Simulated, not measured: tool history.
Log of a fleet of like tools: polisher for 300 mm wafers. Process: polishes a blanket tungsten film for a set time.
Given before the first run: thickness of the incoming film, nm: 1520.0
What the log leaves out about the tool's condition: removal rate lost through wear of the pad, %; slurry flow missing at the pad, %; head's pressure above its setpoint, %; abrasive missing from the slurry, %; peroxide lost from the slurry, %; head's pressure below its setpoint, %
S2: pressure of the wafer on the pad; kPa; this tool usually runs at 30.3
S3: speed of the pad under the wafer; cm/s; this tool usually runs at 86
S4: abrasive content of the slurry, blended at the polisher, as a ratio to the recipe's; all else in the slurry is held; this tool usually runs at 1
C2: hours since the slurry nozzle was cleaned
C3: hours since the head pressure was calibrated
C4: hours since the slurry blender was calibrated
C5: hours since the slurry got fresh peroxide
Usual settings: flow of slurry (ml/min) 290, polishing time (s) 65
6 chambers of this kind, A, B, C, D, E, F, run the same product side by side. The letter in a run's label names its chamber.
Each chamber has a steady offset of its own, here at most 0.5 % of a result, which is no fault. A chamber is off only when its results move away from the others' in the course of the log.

{"run": "1E", "hour": 9.1, "flow of slurry (ml/min)": 290, "S2": 30.3, "S3": 86, "S4": 1, "polishing time (s)": 65, "wafers polished on this pad": 793, "C2": 35.2, "C3": 159.0, "C4": 93.1, "C5": 87.3, "film removed (angstrom)": 2538.9}
{"hour": 10.3, "done": "chamber A: slurry tank refilled with fresh slurry and peroxide"}
{"run": "2A", "hour": 13.5, "flow of slurry (ml/min)": 290, "S2": 30.3, "S3": 86, "S4": 1, "polishing time (s)": 65, "wafers polished on this pad": 619, "C2": 163.2, "C3": 787.5, "C4": 44.6, "C5": 3.2, "film removed (angstrom)": 2510.7}
{"run": "3D", "hour": 21.2, "flow of slurry (ml/min)": 290, "S2": 30.3, "S3": 86, "S4": 1, "polishing time (s)": 65, "wafers polished on this pad": 970, "C2": 124.5, "C3": 141.7, "C4": 181.5, "C5": 66.9, "film removed (angstrom)": 2482.9}
{"hour": 21.7, "done": "chamber B: slurry tank refilled with fresh slurry and peroxide"}
{"hour": 28.8, "done": "chamber E: slurry tank refilled with fresh slurry and peroxide"}
{"run": "4B", "hour": 30.3, "flow of slurry (ml/min)": 290, "S2": 30.3, "S3": 86, "S4": 1, "polishing time (s)": 65, "wafers polished on this pad": 577, "C2": 302.6, "C3": 288.1, "C4": 323.4, "C5": 8.6, "film removed (angstrom)": 2482.6}
{"hour": 32.2, "done": "chamber B: worn pad replaced by a new one"}
{"hour": 35.8, "done": "chamber D: worn pad replaced by a new one"}
{"run": "5F", "hour": 35.8, "flow of slurry (ml/min)": 290, "S2": 30.3, "S3": 86, "S4": 1, "polishing time (s)": 65, "wafers polished on this pad": 525, "C2": 562.3, "C3": 930.5, "C4": 79.6, "C5": 64.2, "film removed (angstrom)": 2518.4}
{"run": "6C", "hour": 45.2, "flow of slurry (ml/min)": 290, "S2": 30.3, "S3": 86, "S4": 1, "polishing time (s)": 65, "wafers polished on this pad": 434, "C2": 628.1, "C3": 967.7, "C4": 74.3, "C5": 118.2, "film removed (angstrom)": 2506.7}
{"hour": 49.9, "done": "chamber F: worn pad replaced by a new one"}
{"hour": 52.1, "done": "chamber A: worn pad replaced by a new one"}
{"run": "7A", "hour": 53.2, "flow of slurry (ml/min)": 290, "S2": 30.3, "S3": 86, "S4": 1, "polishing time (s)": 65, "wafers polished on this pad": 7, "C2": 202.9, "C3": 827.2, "C4": 84.3, "C5": 42.9, "film removed (angstrom)": 2555.1}
{"run": "8B", "hour": 62.3, "flow of slurry (ml/min)": 225, "S2": 30.3, "S3": 86, "S4": 1, "polishing time (s)": 65, "wafers polished on this pad": 198, "C2": 334.6, "C3": 320.1, "C4": 355.4, "C5": 40.6, "film removed (angstrom)": 2417.5}
{"run": "9F", "hour": 67.3, "flow of slurry (ml/min)": 225, "S2": 30.3, "S3": 86, "S4": 1, "polishing time (s)": 65, "wafers polished on this pad": 114, "C2": 593.8, "C3": 962.0, "C4": 111.1, "C5": 95.7, "film removed (angstrom)": 2442.7}
{"hour": 71.4, "done": "chamber C: worn pad replaced by a new one"}
{"hour": 72.7, "done": "chamber B: slurry tank refilled with fresh slurry and peroxide"}
{"run": "10D", "hour": 75.0, "flow of slurry (ml/min)": 225, "S2": 30.3, "S3": 86, "S4": 1, "polishing time (s)": 65, "wafers polished on this pad": 258, "C2": 178.3, "C3": 195.5, "C4": 235.3, "C5": 120.7, "film removed (angstrom)": 2412.4}
{"hour": 77.1, "done": "chamber F: slurry blender recalibrated"}
{"run": "11E", "hour": 80.6, "flow of slurry (ml/min)": 225, "S2": 30.3, "S3": 86, "S4": 1, "polishing time (s)": 65, "wafers polished on this pad": 1264, "C2": 106.7, "C3": 230.5, "C4": 164.6, "C5": 51.9, "film removed (angstrom)": 2437.7}
{"run": "12C", "hour": 85.3, "flow of slurry (ml/min)": 225, "S2": 30.3, "S3": 86, "S4": 1, "polishing time (s)": 65, "wafers polished on this pad": 91, "C2": 668.2, "C3": 1007.8, "C4": 114.4, "C5": 158.3, "film removed (angstrom)": 2426.9}
{"run": "13B", "hour": 91.0, "flow of slurry (ml/min)": 225, "S2": 30.3, "S3": 86, "S4": 1, "polishing time (s)": 65, "wafers polished on this pad": 387, "C2": 363.3, "C3": 348.8, "C4": 384.1, "C5": 18.4, "film removed (angstrom)": 2464.2}
{"hour": 94.5, "done": "chamber C: slurry tank refilled with fresh slurry and peroxide"}
{"run": "14C", "hour": 99.0, "flow of slurry (ml/min)": 290, "S2": 30.3, "S3": 86, "S4": 1, "polishing time (s)": 65, "wafers polished on this pad": 181, "C2": 681.9, "C3": 1021.5, "C4": 128.1, "C5": 4.6, "film removed (angstrom)": 2449.6}
{"hour": 102.0, "done": "chamber E: worn pad replaced by a new one"}
{"hour": 103.5, "done": "chamber B: worn pad replaced by a new one"}
{"run": "15F", "hour": 106.3, "flow of slurry (ml/min)": 290, "S2": 30.3, "S3": 86, "S4": 1, "polishing time (s)": 65, "wafers polished on this pad": 371, "C2": 632.8, "C3": 1001.0, "C4": 29.2, "C5": 134.7, "film removed (angstrom)": 2528.5}
{"hour": 108.8, "done": "chamber B: slurry blender recalibrated"}
{"run": "16D", "hour": 112.3, "flow of slurry (ml/min)": 290, "S2": 30.3, "S3": 86, "S4": 1, "polishing time (s)": 65, "wafers polished on this pad": 503, "C2": 215.6, "C3": 232.8, "C4": 272.6, "C5": 158.0, "film removed (angstrom)": 2344.7}
{"run": "17E", "hour": 118.4, "flow of slurry (ml/min)": 320, "S2": 30.3, "S3": 86, "S4": 1, "polishing time (s)": 65, "wafers polished on this pad": 108, "C2": 144.5, "C3": 268.3, "C4": 202.4, "C5": 89.7, "film removed (angstrom)": 2493.6}
{"hour": 122.6, "done": "chamber B: slurry tank refilled with fresh slurry and peroxide"}
{"run": "18A", "hour": 122.9, "flow of slurry (ml/min)": 320, "S2": 30.3, "S3": 86, "S4": 1, "polishing time (s)": 65, "wafers polished on this pad": 466, "C2": 272.6, "C3": 896.9, "C4": 154.0, "C5": 112.6, "film removed (angstrom)": 2468.9}
{"hour": 123.8, "done": "chamber C: slurry blender recalibrated"}
{"run": "19D", "hour": 128.3, "flow of slurry (ml/min)": 320, "S2": 30.3, "S3": 86, "S4": 1, "polishing time (s)": 65, "wafers polished on this pad": 608, "C2": 231.6, "C3": 248.8, "C4": 288.6, "C5": 174.0, "film removed (angstrom)": 2408.0}
{"hour": 128.4, "done": "chamber C: head pressure recalibrated"}
{"hour": 135.5, "done": "chamber F: worn pad replaced by a new one"}
{"run": "20F", "hour": 136.3, "flow of slurry (ml/min)": 320, "S2": 30.3, "S3": 86, "S4": 1, "polishing time (s)": 65, "wafers polished on this pad": 5, "C2": 662.8, "C3": 1031.0, "C4": 59.2, "C5": 164.7, "film removed (angstrom)": 2520.2}
{"hour": 140.0, "done": "chamber E: slurry tank refilled with fresh slurry and peroxide"}
{"run": "21B", "hour": 144.0, "flow of slurry (ml/min)": 320, "S2": 30.3, "S3": 86, "S4": 1, "polishing time (s)": 65, "wafers polished on this pad": 266, "C2": 416.3, "C3": 401.8, "C4": 35.2, "C5": 21.5, "film removed (angstrom)": 2513.5}
{"run": "22C", "hour": 150.5, "flow of slurry (ml/min)": 320, "S2": 30.3, "S3": 86, "S4": 1, "polishing time (s)": 65, "wafers polished on this pad": 520, "C2": 733.4, "C3": 22.2, "C4": 26.8, "C5": 56.1, "film removed (angstrom)": 2521.1}
{"run": "23E", "hour": 154.8, "flow of slurry (ml/min)": 290, "S2": 30.3, "S3": 86, "S4": 1, "polishing time (s)": 65, "wafers polished on this pad": 347, "C2": 180.9, "C3": 304.7, "C4": 238.8, "C5": 14.8, "film removed (angstrom)": 2535.0}
{"hour": 157.4, "done": "chamber F: slurry nozzle cleaned"}
{"hour": 162.9, "done": "chamber F: slurry tank refilled with fresh slurry and peroxide"}
{"run": "24A", "hour": 162.9, "flow of slurry (ml/min)": 290, "S2": 30.3, "S3": 86, "S4": 1, "polishing time (s)": 65, "wafers polished on this pad": 729, "C2": 312.6, "C3": 936.9, "C4": 194.0, "C5": 152.6, "film removed (angstrom)": 2447.8}
{"hour": 166.6, "done": "chamber C: worn pad replaced by a new one"}
{"hour": 169.1, "done": "chamber A: slurry tank refilled with fresh slurry and peroxide"}
{"run": "25A", "hour": 172.5, "flow of slurry (ml/min)": 210, "S2": 30.3, "S3": 112, "S4": 1, "polishing time (s)": 65, "wafers polished on this pad": 792, "C2": 322.2, "C3": 946.5, "C4": 203.6, "C5": 3.4, "film removed (angstrom)": 3126.7}
{"hour": 174.0, "done": "chamber B: slurry tank refilled with fresh slurry and peroxide"}
{"run": "26F", "hour": 180.7, "flow of slurry (ml/min)": 210, "S2": 30.3, "S3": 112, "S4": 1, "polishing time (s)": 65, "wafers polished on this pad": 297, "C2": 23.3, "C3": 1075.4, "C4": 103.6, "C5": 17.8, "film removed (angstrom)": 3146.0}
{"hour": 185.8, "done": "chamber B: worn pad replaced by a new one"}
{"run": "27E", "hour": 187.3, "flow of slurry (ml/min)": 210, "S2": 30.3, "S3": 112, "S4": 1, "polishing time (s)": 65, "wafers polished on this pad": 561, "C2": 213.4, "C3": 337.2, "C4": 271.3, "C5": 47.3, "film removed (angstrom)": 3196.7}
{"hour": 190.9, "done": "chamber A: worn pad replaced by a new one"}
{"run": "28D", "hour": 193.4, "flow of slurry (ml/min)": 210, "S2": 30.3, "S3": 112, "S4": 1, "polishing time (s)": 65, "wafers polished on this pad": 1037, "C2": 296.7, "C3": 313.9, "C4": 353.7, "C5": 239.1, "film removed (angstrom)": 2823.0}
{"hour": 194.7, "done": "chamber C: slurry nozzle cleaned"}
{"run": "29C", "hour": 198.6, "flow of slurry (ml/min)": 210, "S2": 30.3, "S3": 112, "S4": 1, "polishing time (s)": 65, "wafers polished on this pad": 210, "C2": 4.0, "C3": 70.3, "C4": 74.9, "C5": 104.2, "film removed (angstrom)": 3188.8}
{"hour": 203.6, "done": "chamber F: slurry blender recalibrated"}
{"run": "30B", "hour": 205.1, "flow of slurry (ml/min)": 210, "S2": 30.3, "S3": 112, "S4": 1, "polishing time (s)": 65, "wafers polished on this pad": 127, "C2": 477.4, "C3": 462.9, "C4": 96.3, "C5": 31.2, "film removed (angstrom)": 3203.4}
{"hour": 210.9, "done": "chamber F: worn pad replaced by a new one"}
{"run": "31D", "hour": 212.1, "flow of slurry (ml/min)": 290, "S2": 30.3, "S3": 86, "S4": 1, "polishing time (s)": 65, "wafers polished on this pad": 1160, "C2": 315.4, "C3": 332.6, "C4": 372.4, "C5": 257.8, "film removed (angstrom)": 2206.4}
{"run": "32F", "hour": 220.3, "flow of slurry (ml/min)": 245, "S2": 30.3, "S3": 86, "S4": 1, "polishing time (s)": 65, "wafers polished on this pad": 62, "C2": 62.9, "C3": 1115.0, "C4": 16.7, "C5": 57.4, "film removed (angstrom)": 2477.3}
{"run": "33C", "hour": 228.0, "flow of slurry (ml/min)": 245, "S2": 30.3, "S3": 86, "S4": 1, "polishing time (s)": 65, "wafers polished on this pad": 404, "C2": 33.4, "C3": 99.7, "C4": 104.3, "C5": 133.6, "film removed (angstrom)": 2531.4}
{"hour": 230.7, "done": "chamber B: slurry tank refilled with fresh slurry and peroxide"}
{"hour": 232.6, "done": "chamber B: slurry nozzle cleaned"}
{"hour": 233.1, "done": "chamber A: slurry blender recalibrated"}
{"run": "34E", "hour": 234.5, "flow of slurry (ml/min)": 245, "S2": 30.3, "S3": 86, "S4": 1, "polishing time (s)": 65, "wafers polished on this pad": 872, "C2": 260.6, "C3": 384.4, "C4": 318.5, "C5": 94.5, "film removed (angstrom)": 2502.2}
{"run": "35B", "hour": 244.0, "flow of slurry (ml/min)": 245, "S2": 30.3, "S3": 86, "S4": 1, "polishing time (s)": 65, "wafers polished on this pad": 383, "C2": 11.5, "C3": 501.8, "C4": 135.2, "C5": 13.3, "film removed (angstrom)": 2404.5}
{"run": "36A", "hour": 249.7, "flow of slurry (ml/min)": 245, "S2": 30.3, "S3": 86, "S4": 1, "polishing time (s)": 65, "wafers polished on this pad": 386, "C2": 399.4, "C3": 1023.7, "C4": 16.7, "C5": 80.6, "film removed (angstrom)": 2529.6}

Decide between three cases: one chamber stands off from its peers, the gauge reading all wafers drifts, or nothing is wrong past each chamber's small offset. Where a chamber is off, say which and what most likely put it there.

It is chamber D that slowly wanders off from its peers.
What lies behind it: peroxide lost from the slurry, % = 31.
From this log alone, it may not be told apart from: removal rate lost through wear of the pad, %; head's pressure below its setpoint, %.

Below are 4 candidate recipes for chamber D's next run, each the usual settings with a change, their results shown as question marks. Which of them brings D's results back in line with what the other chambers give on the usual settings?
In line means no further than this from the other chambers' mean on the usual settings: film removed (angstrom) 130.0
{"run": "37D-1", "hour": 256.8, "flow of slurry (ml/min)": 290, "S2": 30.3, "S3": 92, "S4": 1, "polishing time (s)": 70, "film removed (angstrom)": "?"}
{"run": "37D-2", "hour": 256.8, "flow of slurry (ml/min)": 285, "S2": 30.3, "S3": 68, "S4": 1, "polishing time (s)": 65, "film removed (angstrom)": "?"}
{"run": "37D-3", "hour": 256.8, "flow of slurry (ml/min)": 290, "S2": 30.3, "S3": 86, "S4": 1, "polishing time (s)": 83, "film removed (angstrom)": "?"}
{"run": "37D-4", "hour": 256.8, "flow of slurry (ml/min)": 290, "S2": 29.0, "S3": 82, "S4": 1, "polishing time (s)": 61, "film removed (angstrom)": "?"}

The other chambers' mean on the usual settings: film removed (angstrom) 2500.3
run=37D-1 film_removed_(angstrom)=2441.2
run=37D-2 film_removed_(angstrom)=1677.5
run=37D-3 film_removed_(angstrom)=2707.3
run=37D-4 film_removed_(angstrom)=1813.0
Change 37D-1 lands the chamber within the allowed miss of the other chambers.
